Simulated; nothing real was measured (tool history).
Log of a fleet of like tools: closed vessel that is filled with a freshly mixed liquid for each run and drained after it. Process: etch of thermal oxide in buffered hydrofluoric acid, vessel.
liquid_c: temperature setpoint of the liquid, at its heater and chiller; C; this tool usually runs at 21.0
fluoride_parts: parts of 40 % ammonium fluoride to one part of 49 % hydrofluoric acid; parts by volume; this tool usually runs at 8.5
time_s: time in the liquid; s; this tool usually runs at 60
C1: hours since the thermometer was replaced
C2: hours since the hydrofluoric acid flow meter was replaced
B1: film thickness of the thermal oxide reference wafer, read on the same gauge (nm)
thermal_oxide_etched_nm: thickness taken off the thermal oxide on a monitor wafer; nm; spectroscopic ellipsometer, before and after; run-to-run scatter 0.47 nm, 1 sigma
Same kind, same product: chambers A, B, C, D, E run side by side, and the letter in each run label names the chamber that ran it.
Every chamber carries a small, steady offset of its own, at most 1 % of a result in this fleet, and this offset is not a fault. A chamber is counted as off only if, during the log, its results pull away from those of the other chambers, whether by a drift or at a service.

{"run": "1E", "hour": 7.0, "liquid_c": 21.0, "fluoride_parts": 8.5, "time_s": 60, "C1": 482.0, "C2": 859.8, "B1": 60.02, "thermal_oxide_etched_nm": 66.217}
{"run": "2C", "hour": 15.4, "liquid_c": 21.0, "fluoride_parts": 8.5, "time_s": 60, "C1": 159.3, "C2": 1931.1, "B1": 60.0, "thermal_oxide_etched_nm": 65.956}
{"hour": 19.6, "done": "chamber C: hydrofluoric acid flow meter replaced"}
{"run": "3B", "hour": 24.5, "liquid_c": 21.0, "fluoride_parts": 8.5, "time_s": 60, "C1": 326.7, "C2": 320.9, "B1": 60.058, "thermal_oxide_etched_nm": 67.12}
{"hour": 25.0, "done": "chamber D: hydrofluoric acid flow meter replaced"}
{"run": "4A", "hour": 34.5, "liquid_c": 21.0, "fluoride_parts": 8.5, "time_s": 60, "C1": 334.7, "C2": 985.9, "B1": 59.975, "thermal_oxide_etched_nm": 66.207}
{"run": "5D", "hour": 44.3, "liquid_c": 21.0, "fluoride_parts": 8.5, "time_s": 60, "C1": 174.9, "C2": 19.4, "B1": 60.003, "thermal_oxide_etched_nm": 65.744}
{"run": "6C", "hour": 49.0, "liquid_c": 21.0, "fluoride_parts": 8.5, "time_s": 60, "C1": 192.9, "C2": 29.4, "B1": 60.034, "thermal_oxide_etched_nm": 66.126}
{"run": "7E", "hour": 54.8, "liquid_c": 21.0, "fluoride_parts": 8.5, "time_s": 60, "C1": 529.8, "C2": 907.6, "B1": 59.988, "thermal_oxide_etched_nm": 66.989}
{"run": "8A", "hour": 64.2, "liquid_c": 21.0, "fluoride_parts": 7.0, "time_s": 80, "C1": 364.4, "C2": 1015.6, "B1": 59.986, "thermal_oxide_etched_nm": 109.18}
{"run": "9B", "hour": 74.2, "liquid_c": 21.0, "fluoride_parts": 7.0, "time_s": 80, "C1": 376.4, "C2": 370.6, "B1": 59.969, "thermal_oxide_etched_nm": 110.55}
{"run": "10D", "hour": 80.1, "liquid_c": 21.0, "fluoride_parts": 7.0, "time_s": 80, "C1": 210.7, "C2": 55.2, "B1": 60.002, "thermal_oxide_etched_nm": 108.64}
{"run": "11A", "hour": 85.5, "liquid_c": 21.0, "fluoride_parts": 7.0, "time_s": 80, "C1": 385.7, "C2": 1036.9, "B1": 59.987, "thermal_oxide_etched_nm": 110.92}
{"run": "12B", "hour": 94.2, "liquid_c": 21.0, "fluoride_parts": 7.0, "time_s": 80, "C1": 396.4, "C2": 390.6, "B1": 60.014, "thermal_oxide_etched_nm": 110.81}
{"run": "13E", "hour": 99.6, "liquid_c": 21.0, "fluoride_parts": 8.5, "time_s": 80, "C1": 574.6, "C2": 952.4, "B1": 59.983, "thermal_oxide_etched_nm": 88.391}
{"run": "14D", "hour": 107.5, "liquid_c": 21.0, "fluoride_parts": 8.5, "time_s": 80, "C1": 238.1, "C2": 82.6, "B1": 59.994, "thermal_oxide_etched_nm": 87.842}
{"run": "15C", "hour": 116.2, "liquid_c": 21.0, "fluoride_parts": 8.5, "time_s": 80, "C1": 260.1, "C2": 96.6, "B1": 60.02, "thermal_oxide_etched_nm": 87.672}
{"run": "16C", "hour": 123.3, "liquid_c": 21.0, "fluoride_parts": 8.5, "time_s": 80, "C1": 267.2, "C2": 103.7, "B1": 59.997, "thermal_oxide_etched_nm": 89.673}
{"run": "17E", "hour": 130.4, "liquid_c": 21.0, "fluoride_parts": 8.5, "time_s": 80, "C1": 605.4, "C2": 983.2, "B1": 60.0, "thermal_oxide_etched_nm": 88.382}
{"run": "18D", "hour": 135.1, "liquid_c": 21.0, "fluoride_parts": 5.5, "time_s": 80, "C1": 265.7, "C2": 110.2, "B1": 59.995, "thermal_oxide_etched_nm": 133.94}
{"run": "19B", "hour": 144.1, "liquid_c": 21.0, "fluoride_parts": 5.5, "time_s": 80, "C1": 446.3, "C2": 440.5, "B1": 59.982, "thermal_oxide_etched_nm": 136.36}
{"run": "20A", "hour": 148.7, "liquid_c": 21.0, "fluoride_parts": 5.5, "time_s": 80, "C1": 448.9, "C2": 1100.1, "B1": 60.003, "thermal_oxide_etched_nm": 133.61}
{"run": "21A", "hour": 157.5, "liquid_c": 21.0, "fluoride_parts": 5.5, "time_s": 80, "C1": 457.7, "C2": 1108.9, "B1": 59.993, "thermal_oxide_etched_nm": 136.13}
{"run": "22E", "hour": 161.9, "liquid_c": 21.0, "fluoride_parts": 5.5, "time_s": 80, "C1": 636.9, "C2": 1014.7, "B1": 60.055, "thermal_oxide_etched_nm": 133.72}
{"hour": 162.2, "done": "chamber E: thermometer replaced"}
{"run": "23C", "hour": 170.9, "liquid_c": 21.0, "fluoride_parts": 8.5, "time_s": 60, "C1": 314.8, "C2": 151.3, "B1": 60.005, "thermal_oxide_etched_nm": 66.021}
{"run": "24B", "hour": 176.0, "liquid_c": 23.0, "fluoride_parts": 8.5, "time_s": 30, "C1": 478.2, "C2": 472.4, "B1": 60.013, "thermal_oxide_etched_nm": 37.262}
{"run": "25D", "hour": 185.3, "liquid_c": 23.0, "fluoride_parts": 8.5, "time_s": 30, "C1": 315.9, "C2": 160.4, "B1": 59.995, "thermal_oxide_etched_nm": 36.813}
{"run": "26B", "hour": 194.9, "liquid_c": 23.0, "fluoride_parts": 8.5, "time_s": 30, "C1": 497.1, "C2": 491.3, "B1": 59.95, "thermal_oxide_etched_nm": 37.377}
{"run": "27E", "hour": 204.7, "liquid_c": 23.0, "fluoride_parts": 8.5, "time_s": 30, "C1": 42.5, "C2": 1057.5, "B1": 60.005, "thermal_oxide_etched_nm": 37.042}
{"hour": 209.3, "done": "chamber A: hydrofluoric acid flow meter replaced"}
{"run": "28C", "hour": 213.8, "liquid_c": 23.0, "fluoride_parts": 8.5, "time_s": 30, "C1": 357.7, "C2": 194.2, "B1": 60.013, "thermal_oxide_etched_nm": 37.169}
{"run": "29D", "hour": 223.1, "liquid_c": 21.0, "fluoride_parts": 8.5, "time_s": 60, "C1": 353.7, "C2": 198.2, "B1": 60.029, "thermal_oxide_etched_nm": 65.552}
{"run": "30A", "hour": 227.8, "liquid_c": 21.0, "fluoride_parts": 8.5, "time_s": 60, "C1": 528.0, "C2": 18.5, "B1": 59.98, "thermal_oxide_etched_nm": 66.54}
{"run": "31E", "hour": 236.0, "liquid_c": 21.0, "fluoride_parts": 8.5, "time_s": 60, "C1": 73.8, "C2": 1088.8, "B1": 60.01, "thermal_oxide_etched_nm": 66.403}
{"run": "32C", "hour": 245.3, "liquid_c": 21.0, "fluoride_parts": 8.5, "time_s": 60, "C1": 389.2, "C2": 225.7, "B1": 59.982, "thermal_oxide_etched_nm": 66.258}
{"run": "33B", "hour": 251.3, "liquid_c": 21.0, "fluoride_parts": 8.5, "time_s": 60, "C1": 553.5, "C2": 547.7, "B1": 60.017, "thermal_oxide_etched_nm": 67.718}
{"run": "34D", "hour": 260.5, "liquid_c": 21.0, "fluoride_parts": 8.5, "time_s": 60, "C1": 391.1, "C2": 235.6, "B1": 59.976, "thermal_oxide_etched_nm": 66.353}
{"run": "35A", "hour": 269.2, "liquid_c": 21.0, "fluoride_parts": 8.5, "time_s": 60, "C1": 569.4, "C2": 59.9, "B1": 59.991, "thermal_oxide_etched_nm": 67.203}
{"run": "36C", "hour": 275.0, "liquid_c": 21.0, "fluoride_parts": 8.5, "time_s": 60, "C1": 418.9, "C2": 255.4, "B1": 60.031, "thermal_oxide_etched_nm": 66.148}
{"run": "37D", "hour": 279.5, "liquid_c": 18.0, "fluoride_parts": 11.5, "time_s": 60, "C1": 410.1, "C2": 254.6, "B1": 59.974, "thermal_oxide_etched_nm": 43.095}

Next, every chamber runs the same settings. What will each give?
{"run": "38A", "hour": 286.8, "liquid_c": 17.5, "fluoride_parts": 8.5, "time_s": 60, "thermal_oxide_etched_nm": "?"}
{"run": "38B", "hour": 286.8, "liquid_c": 17.5, "fluoride_parts": 8.5, "time_s": 60, "thermal_oxide_etched_nm": "?"}
{"run": "38C", "hour": 286.8, "liquid_c": 17.5, "fluoride_parts": 8.5, "time_s": 60, "thermal_oxide_etched_nm": "?"}
{"run": "38D", "hour": 286.8, "liquid_c": 17.5, "fluoride_parts": 8.5, "time_s": 60, "thermal_oxide_etched_nm": "?"}
{"run": "38E", "hour": 286.8, "liquid_c": 17.5, "fluoride_parts": 8.5, "time_s": 60, "thermal_oxide_etched_nm": "?"}

run=38A thermal_oxide_etched_nm=54.322
run=38B thermal_oxide_etched_nm=56.068
run=38C thermal_oxide_etched_nm=54.318
run=38D thermal_oxide_etched_nm=54.516
run=38E thermal_oxide_etched_nm=54.807
